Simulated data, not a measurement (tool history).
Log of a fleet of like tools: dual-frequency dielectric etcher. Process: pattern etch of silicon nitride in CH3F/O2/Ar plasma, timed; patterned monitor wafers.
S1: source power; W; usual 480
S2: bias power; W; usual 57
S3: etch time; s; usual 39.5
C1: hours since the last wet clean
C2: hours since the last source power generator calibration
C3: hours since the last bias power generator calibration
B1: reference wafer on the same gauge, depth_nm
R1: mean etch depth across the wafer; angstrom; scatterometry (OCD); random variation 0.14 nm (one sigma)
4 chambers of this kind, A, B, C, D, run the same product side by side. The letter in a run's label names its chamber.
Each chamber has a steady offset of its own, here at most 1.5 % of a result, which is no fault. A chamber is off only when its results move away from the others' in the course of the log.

| run | hour | S1 | S2 | S3 | C1 | C2 | C3 | B1 | R1 |
|---|---|---|---|---|---|---|---|---|---|
| 1B | 8 | 480 | 57 | 39.5 | 283.4 | 1169.5 | 1360.4 | 25.313 | 277.86 |
| 2C | 17 | 480 | 57 | 39.5 | 503.8 | 3510.8 | 470.6 | 25.314 | 274.11 |
| 3A | 27.9 | 480 | 57 | 39.5 | 494.7 | 2975.9 | 232.3 | 25.297 | 276.34 |
| 4D | 33.3 | 480 | 57 | 39.5 | 125.9 | 3566.3 | 2240.4 | 25.294 | 273.37 |
| 5D | 39.2 | 480 | 57 | 39.5 | 131.8 | 3572.2 | 2246.3 | 25.296 | 273.17 |
| 6C | 44.4 | 480 | 57 | 39.5 | 531.2 | 3538.2 | 498 | 25.299 | 272.47 |
| 7B | 52.5 | 480 | 57 | 39.5 | 327.9 | 1214 | 1404.9 | 25.275 | 275.07 |
| 8A | 62.4 | 480 | 57 | 39.5 | 529.2 | 3010.4 | 266.8 | 25.286 | 276.37 |
| 9D | 72.3 | 480 | 57 | 39.5 | 164.9 | 3605.3 | 2279.4 | 25.314 | 273.74 |
|  | 77.8 | chamber C: wet clean of the chamber |
| 10B | 83.7 | 480 | 57 | 39.5 | 359.1 | 1245.2 | 1436.1 | 25.297 | 279.03 |
| 11A | 94.2 | 480 | 57 | 39.5 | 561 | 3042.2 | 298.6 | 25.284 | 277.4 |
|  | 101.2 | chamber A: wet clean of the chamber |
| 12C | 103.7 | 480 | 57 | 39.5 | 25.9 | 3597.5 | 557.3 | 25.299 | 273.13 |
| 13B | 113.7 | 480 | 57 | 39.5 | 389.1 | 1275.2 | 1466.1 | 25.299 | 278.17 |
| 14C | 123 | 480 | 57 | 39.5 | 45.2 | 3616.8 | 576.6 | 25.284 | 274.19 |
| 15A | 132.1 | 480 | 57 | 39.5 | 30.9 | 3080.1 | 336.5 | 25.319 | 274.8 |
| 16D | 138.3 | 480 | 57 | 39.5 | 230.9 | 3671.3 | 2345.4 | 25.294 | 271.69 |
| 17B | 147.3 | 480 | 57 | 39.5 | 422.7 | 1308.8 | 1499.7 | 25.31 | 279.1 |
| 18D | 158.6 | 480 | 57 | 39.5 | 251.2 | 3691.6 | 2365.7 | 25.297 | 272.1 |
| 19C | 166.1 | 480 | 57 | 39.5 | 88.3 | 3659.9 | 619.7 | 25.298 | 272 |
|  | 170.3 | chamber B: wet clean of the chamber |
| 20A | 174.7 | 480 | 57 | 39.5 | 73.5 | 3122.7 | 379.1 | 25.3 | 275.67 |
| 21C | 181.1 | 480 | 57 | 39.5 | 103.3 | 3674.9 | 634.7 | 25.326 | 272.71 |
| 22A | 191.3 | 480 | 57 | 39.5 | 90.1 | 3139.3 | 395.7 | 25.282 | 274.01 |
| 23D | 202.8 | 480 | 66 | 39.5 | 295.4 | 3735.8 | 2409.9 | 25.285 | 281.31 |
| 24B | 214.4 | 480 | 66 | 39.5 | 44.2 | 1375.9 | 1566.8 | 25.28 | 289.87 |
| 25C | 225.6 | 480 | 66 | 39.5 | 147.8 | 3719.4 | 679.2 | 25.278 | 287.11 |
|  | 227.2 | chamber D: source power generator calibrated |
| 26A | 236 | 480 | 66 | 39.5 | 134.8 | 3184 | 440.4 | 25.3 | 289.87 |
| 27D | 242.1 | 480 | 57 | 39.5 | 334.7 | 14.9 | 2449.2 | 25.274 | 266.32 |
| 28B | 253.4 | 480 | 57 | 39.5 | 83.2 | 1414.9 | 1605.8 | 25.321 | 278.61 |
| 29A | 261.9 | 480 | 57 | 39.5 | 160.7 | 3209.9 | 466.3 | 25.294 | 276.41 |
| 30B | 270.1 | 480 | 57 | 39.5 | 99.9 | 1431.6 | 1622.5 | 25.301 | 276.04 |
| 31C | 281.4 | 480 | 57 | 39.5 | 203.6 | 3775.2 | 735 | 25.268 | 272.44 |

All 4 chambers run these settings next. Forecast each chamber's results:
| 32A | 289.8 | 480 | 57 | 28 |  |  |  |  | ? |
| 32B | 289.8 | 480 | 57 | 28 |  |  |  |  | ? |
| 32C | 289.8 | 480 | 57 | 28 |  |  |  |  | ? |
| 32D | 289.8 | 480 | 57 | 28 |  |  |  |  | ? |

| run | R1 |
|---|---|
| 32A | 196.19 |
| 32B | 197.99 |
| 32C | 194.75 |
| 32D | 185.9 |
